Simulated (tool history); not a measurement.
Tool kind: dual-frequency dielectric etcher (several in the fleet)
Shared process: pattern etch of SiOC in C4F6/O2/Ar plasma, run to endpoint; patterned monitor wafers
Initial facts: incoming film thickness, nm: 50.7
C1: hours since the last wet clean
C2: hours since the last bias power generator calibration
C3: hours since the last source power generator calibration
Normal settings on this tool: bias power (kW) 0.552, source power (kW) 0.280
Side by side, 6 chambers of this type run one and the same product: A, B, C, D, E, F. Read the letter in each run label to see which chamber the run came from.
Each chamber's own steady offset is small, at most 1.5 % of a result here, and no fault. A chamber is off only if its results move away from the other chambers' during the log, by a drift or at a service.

Run 1F, hour 6.3: usual settings; C1 289.1; C2 2615.2; C3 1371.9. Result: endpoint time (s) 18.705.
At hour 10.7: chamber A: wet clean of the chamber.
Run 2E, hour 17.8: usual settings; C1 299.6; C2 1835.1; C3 2617.5. Result: endpoint time (s) 18.963.
Run 3A, hour 29.4: usual settings; C1 18.8; C2 881.7; C3 1026.7. Result: endpoint time (s) 18.948.
Run 4C, hour 34.9: usual settings; C1 456.2; C2 746.1; C3 602.4. Result: endpoint time (s) 18.464.
Run 5D, hour 42.4: usual settings; C1 100.9; C2 2882.0; C3 4343.7. Result: endpoint time (s) 18.755.
Run 6B, hour 51.2: usual settings but source power (kW) 0.220; C1 65.8; C2 1731.8; C3 2197.1. Result: endpoint time (s) 20.497.
Run 7E, hour 60.5: usual settings but source power (kW) 0.220; C1 342.3; C2 1877.8; C3 2660.2. Result: endpoint time (s) 20.622.
Run 8B, hour 71.7: usual settings but source power (kW) 0.220; C1 86.3; C2 1752.3; C3 2217.6. Result: endpoint time (s) 20.501.
At hour 76.0: chamber E: wet clean of the chamber.
At hour 77.5: chamber C: wet clean of the chamber.
Run 9F, hour 81.2: usual settings but source power (kW) 0.220; C1 364.0; C2 2690.1; C3 1446.8. Result: endpoint time (s) 20.477.
Run 10C, hour 91.5: usual settings but source power (kW) 0.220; C1 14.1; C2 802.7; C3 659.0. Result: endpoint time (s) 20.209.
At hour 99.5: chamber F: bias power generator calibrated.
Run 11D, hour 100.4: usual settings but source power (kW) 0.220; C1 158.9; C2 2940.0; C3 4401.7. Result: endpoint time (s) 20.503.
Run 12A, hour 105.8: usual settings; C1 95.2; C2 958.1; C3 1103.1. Result: endpoint time (s) 18.881.
At hour 114.9: chamber F: wet clean of the chamber.
Run 13F, hour 117.7: usual settings but source power (kW) 0.320; C1 2.8; C2 18.2; C3 1483.3. Result: endpoint time (s) 17.128.
Run 14B, hour 129.1: usual settings but source power (kW) 0.320; C1 143.7; C2 1809.7; C3 2275.0. Result: endpoint time (s) 17.849.
Run 15C, hour 135.2: usual settings but source power (kW) 0.320; C1 57.8; C2 846.4; C3 702.7. Result: endpoint time (s) 17.561.
Run 16A, hour 142.5: usual settings but source power (kW) 0.320; C1 131.9; C2 994.8; C3 1139.8. Result: endpoint time (s) 17.839.
Run 17E, hour 152.7: usual settings but source power (kW) 0.320; C1 76.7; C2 1970.0; C3 2752.4. Result: endpoint time (s) 18.006.
Run 18D, hour 160.7: usual settings but source power (kW) 0.320; C1 219.2; C2 3000.3; C3 4462.0. Result: endpoint time (s) 17.781.
Run 19D, hour 167.1: usual settings; C1 225.6; C2 3006.7; C3 4468.4. Result: endpoint time (s) 18.708.
Run 20C, hour 175.4: usual settings; C1 98.0; C2 886.6; C3 742.9. Result: endpoint time (s) 18.513.
Run 21E, hour 187.2: usual settings; C1 111.2; C2 2004.5; C3 2786.9. Result: endpoint time (s) 18.928.
Run 22F, hour 197.3: usual settings; C1 82.4; C2 97.8; C3 1562.9. Result: endpoint time (s) 17.966.
Run 23A, hour 202.5: usual settings; C1 191.9; C2 1054.8; C3 1199.8. Result: endpoint time (s) 18.949.
Run 24B, hour 210.5: usual settings; C1 225.1; C2 1891.1; C3 2356.4. Result: endpoint time (s) 18.865.
Run 25A, hour 219.0: usual settings; C1 208.4; C2 1071.3; C3 1216.3. Result: endpoint time (s) 18.911.
At hour 230.2: chamber E: bias power generator calibrated.
Run 26C, hour 230.6: usual settings but bias power (kW) 0.677; C1 153.2; C2 941.8; C3 798.1. Result: endpoint time (s) 17.128.
Run 27B, hour 240.2: usual settings but bias power (kW) 0.677; C1 254.8; C2 1920.8; C3 2386.1. Result: endpoint time (s) 17.450.
Run 28F, hour 250.9: usual settings but bias power (kW) 0.677; C1 136.0; C2 151.4; C3 1616.5. Result: endpoint time (s) 16.719.
Run 29D, hour 262.7: usual settings but bias power (kW) 0.677; C1 321.2; C2 3102.3; C3 4564.0. Result: endpoint time (s) 17.219.
Run 30E, hour 268.4: usual settings but bias power (kW) 0.677; C1 192.4; C2 38.3; C3 2868.1. Result: endpoint time (s) 17.531.
Run 31E, hour 275.4: usual settings but bias power (kW) 0.677; C1 199.4; C2 45.3; C3 2875.1. Result: endpoint time (s) 17.423.
Run 32A, hour 286.4: usual settings; C1 275.8; C2 1138.7; C3 1283.7. Result: endpoint time (s) 18.982.
Run 33D, hour 292.8: usual settings; C1 351.3; C2 3132.4; C3 4594.1. Result: endpoint time (s) 18.734.
Run 34B, hour 298.1: usual settings; C1 312.7; C2 1978.7; C3 2444.0. Result: endpoint time (s) 18.876.
Run 35C, hour 305.1: usual settings; C1 227.7; C2 1016.3; C3 872.6. Result: endpoint time (s) 18.683.
Run 36F, hour 315.8: usual settings; C1 200.9; C2 216.3; C3 1681.4. Result: endpoint time (s) 18.045.
Run 37F, hour 326.9: usual settings; C1 212.0; C2 227.4; C3 1692.5. Result: endpoint time (s) 18.021.

Decide between three cases: one chamber stands off from its peers, the gauge reading all wafers drifts, or nothing is wrong past each chamber's small offset. Where a chamber is off, say which and what most likely put it there.

A service on chamber F put it out of line with the rest.
Most likely cause: etch rate over this chamber's usual, % = 4.39.

Chamber F could run next with any of the 4 candidate recipes listed below; each alters the usual settings, and their results appear as question marks. Which one brings its results back in line with what the other chambers deliver on the usual settings?
Counts as in line when no further than this from what the other chambers average on the usual settings: endpoint time (s) 0.220
Run 38F-1, hour 335.6: usual settings but bias power (kW) 0.584, source power (kW) 0.300. Result: endpoint time (s) ?.
Run 38F-2, hour 335.6: usual settings but bias power (kW) 0.523. Result: endpoint time (s) ?.
Run 38F-3, hour 335.6: usual settings but source power (kW) 0.250. Result: endpoint time (s) ?.
Run 38F-4, hour 335.6: usual settings but bias power (kW) 0.567, source power (kW) 0.290. Result: endpoint time (s) ?.

The other chambers' mean on the usual settings: endpoint time (s) 18.768
  run  endpoint time (s)
38F-1             17.200
38F-2             18.387
38F-3             18.768
38F-4             17.609
It is 38F-3 that realigns the chamber with its peers.

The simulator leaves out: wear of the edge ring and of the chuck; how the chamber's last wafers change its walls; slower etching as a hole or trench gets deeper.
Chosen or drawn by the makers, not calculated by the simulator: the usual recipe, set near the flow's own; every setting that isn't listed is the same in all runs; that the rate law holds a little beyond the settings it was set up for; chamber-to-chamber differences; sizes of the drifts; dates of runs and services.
